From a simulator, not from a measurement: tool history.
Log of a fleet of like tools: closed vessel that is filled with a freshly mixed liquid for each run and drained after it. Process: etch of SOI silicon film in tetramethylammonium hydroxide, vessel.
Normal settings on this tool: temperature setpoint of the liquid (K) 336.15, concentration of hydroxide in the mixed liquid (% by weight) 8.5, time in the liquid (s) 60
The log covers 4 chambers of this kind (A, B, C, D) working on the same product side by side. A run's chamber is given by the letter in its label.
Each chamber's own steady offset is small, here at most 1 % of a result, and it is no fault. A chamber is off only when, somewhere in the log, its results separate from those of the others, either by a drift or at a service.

| run | day | temperature setpoint of the liquid (K) | concentration of hydroxide in the mixed liquid (% by weight) | time in the liquid (s) | hours since the thermometer was replaced | hours since the hydroxide flow meter was replaced | read-back film thickness of the SOI silicon film reference wafer, read on the same gauge (nm) | thickness taken off the SOI silicon film on a monitor wafer (nm) |
|---|---|---|---|---|---|---|---|---|
| 1C | 0.283 | 336.15 | 8.5 | 60 | 1145.7 | 875.1 | 60.014 | 299.25 |
|  | 0.504 | chamber B: thermometer replaced |
| 2A | 0.658 | 336.15 | 8.5 | 60 | 1375.3 | 900.6 | 59.991 | 299.87 |
| 3B | 0.9 | 336.15 | 8.5 | 60 | 9.5 | 1471.9 | 59.988 | 297.3 |
| 4D | 1.179 | 336.15 | 8.5 | 60 | 614.7 | 1488.5 | 59.974 | 302.21 |
| 5D | 1.4 | 330.15 | 8.5 | 60 | 620 | 1493.8 | 60.03 | 204.59 |
| 6B | 1.742 | 330.15 | 8.5 | 60 | 29.7 | 1492.1 | 60.008 | 204.6 |
| 7C | 2.142 | 330.15 | 8.5 | 60 | 1190.3 | 919.7 | 59.998 | 205.65 |
|  | 2.242 | chamber D: thermometer replaced |
| 8A | 2.529 | 330.15 | 8.5 | 60 | 1420.2 | 945.5 | 60.029 | 206.4 |
| 9D | 2.95 | 336.15 | 8.5 | 60 | 17.1 | 1531 | 60.012 | 298.78 |
| 10B | 3.162 | 336.15 | 8.5 | 60 | 63.8 | 1526.2 | 60.008 | 297 |
| 11C | 3.458 | 336.15 | 8.5 | 60 | 1221.9 | 951.3 | 59.972 | 301.57 |
|  | 3.483 | chamber C: thermometer replaced |
| 12A | 3.933 | 336.15 | 8.5 | 60 | 1453.9 | 979.2 | 60.033 | 299.26 |
| 13B | 4.254 | 336.15 | 8.5 | 60 | 90 | 1552.4 | 59.968 | 295.25 |
| 14A | 4.729 | 336.15 | 8.5 | 60 | 1473 | 998.3 | 59.988 | 300.27 |
| 15C | 5.067 | 336.15 | 8.5 | 60 | 38.1 | 989.9 | 59.999 | 298.57 |
| 16D | 5.538 | 336.15 | 8.5 | 60 | 79.2 | 1593.1 | 59.987 | 299.89 |
| 17D | 5.758 | 343.65 | 7 | 60 | 84.5 | 1598.4 | 59.992 | 504.18 |
| 18C | 6.025 | 343.65 | 7 | 60 | 61.1 | 1012.9 | 60.013 | 496.61 |
| 19A | 6.338 | 343.65 | 7 | 60 | 1511.6 | 1036.9 | 60.021 | 501.86 |
|  | 6.592 | chamber C: hydroxide flow meter replaced |
| 20B | 6.7 | 343.65 | 7 | 60 | 148.7 | 1611.1 | 59.983 | 496.7 |
| 21A | 6.967 | 336.15 | 8.5 | 60 | 1526.7 | 1052 | 59.99 | 300.49 |
| 22B | 7.183 | 336.15 | 10 | 60 | 160.3 | 1622.7 | 59.974 | 279.7 |
| 23C | 7.4 | 336.15 | 10 | 60 | 94.1 | 19.5 | 59.948 | 281.98 |
| 24D | 7.804 | 336.15 | 10 | 60 | 133.6 | 1647.5 | 59.991 | 283.91 |
| 25B | 8.183 | 336.15 | 10 | 60 | 184.3 | 1646.7 | 59.993 | 278.81 |
| 26D | 8.454 | 336.15 | 8.5 | 60 | 149.2 | 1663.1 | 59.994 | 300.98 |
| 27C | 8.683 | 336.15 | 8.5 | 60 | 124.9 | 50.3 | 60.018 | 300.25 |
| 28A | 8.996 | 336.15 | 8.5 | 60 | 1575.4 | 1100.7 | 59.946 | 298.38 |
| 29B | 9.346 | 336.15 | 8.5 | 60 | 212.2 | 1674.6 | 59.985 | 298.03 |
| 30D | 9.571 | 336.15 | 8.5 | 60 | 176 | 1689.9 | 59.976 | 301.09 |
| 31A | 10.038 | 336.15 | 8.5 | 60 | 1600.4 | 1125.7 | 59.998 | 301.32 |
| 32C | 10.346 | 336.15 | 8.5 | 60 | 164.8 | 90.2 | 60.059 | 296.4 |
| 33D | 10.646 | 336.15 | 8.5 | 60 | 201.8 | 1715.7 | 59.987 | 300.82 |
| 34B | 10.967 | 336.15 | 8.5 | 60 | 251.1 | 1713.5 | 59.974 | 296.81 |
| 35C | 11.433 | 336.15 | 8.5 | 60 | 190.9 | 116.3 | 59.992 | 298.32 |
| 36A | 11.683 | 336.15 | 8.5 | 60 | 1639.9 | 1165.2 | 60.024 | 301.31 |
| 37C | 11.896 | 343.65 | 8.5 | 35 | 202 | 127.4 | 60.008 | 274.1 |
| 38A | 12.108 | 343.65 | 8.5 | 35 | 1650.1 | 1175.4 | 60.02 | 274.57 |
| 39B | 12.525 | 343.65 | 8.5 | 35 | 288.5 | 1750.9 | 60 | 273.28 |
| 40D | 12.767 | 343.65 | 8.5 | 35 | 252.7 | 1766.6 | 59.991 | 274.07 |
| 41A | 13.154 | 336.15 | 8.5 | 60 | 1675.2 | 1200.5 | 60.011 | 299.66 |

Next, all 4 chambers run the settings below, one line each with question marks for the results. What does each chamber give?
| 42A | 13.496 | 336.15 | 8.5 | 35 |  |  |  | ? |
| 42B | 13.496 | 336.15 | 8.5 | 35 |  |  |  | ? |
| 42C | 13.496 | 336.15 | 8.5 | 35 |  |  |  | ? |
| 42D | 13.496 | 336.15 | 8.5 | 35 |  |  |  | ? |

| run | thickness taken off the SOI silicon film on a monitor wafer (nm) |
|---|---|
| 42A | 175.36 |
| 42B | 173.44 |
| 42C | 175.37 |
| 42D | 175.27 |
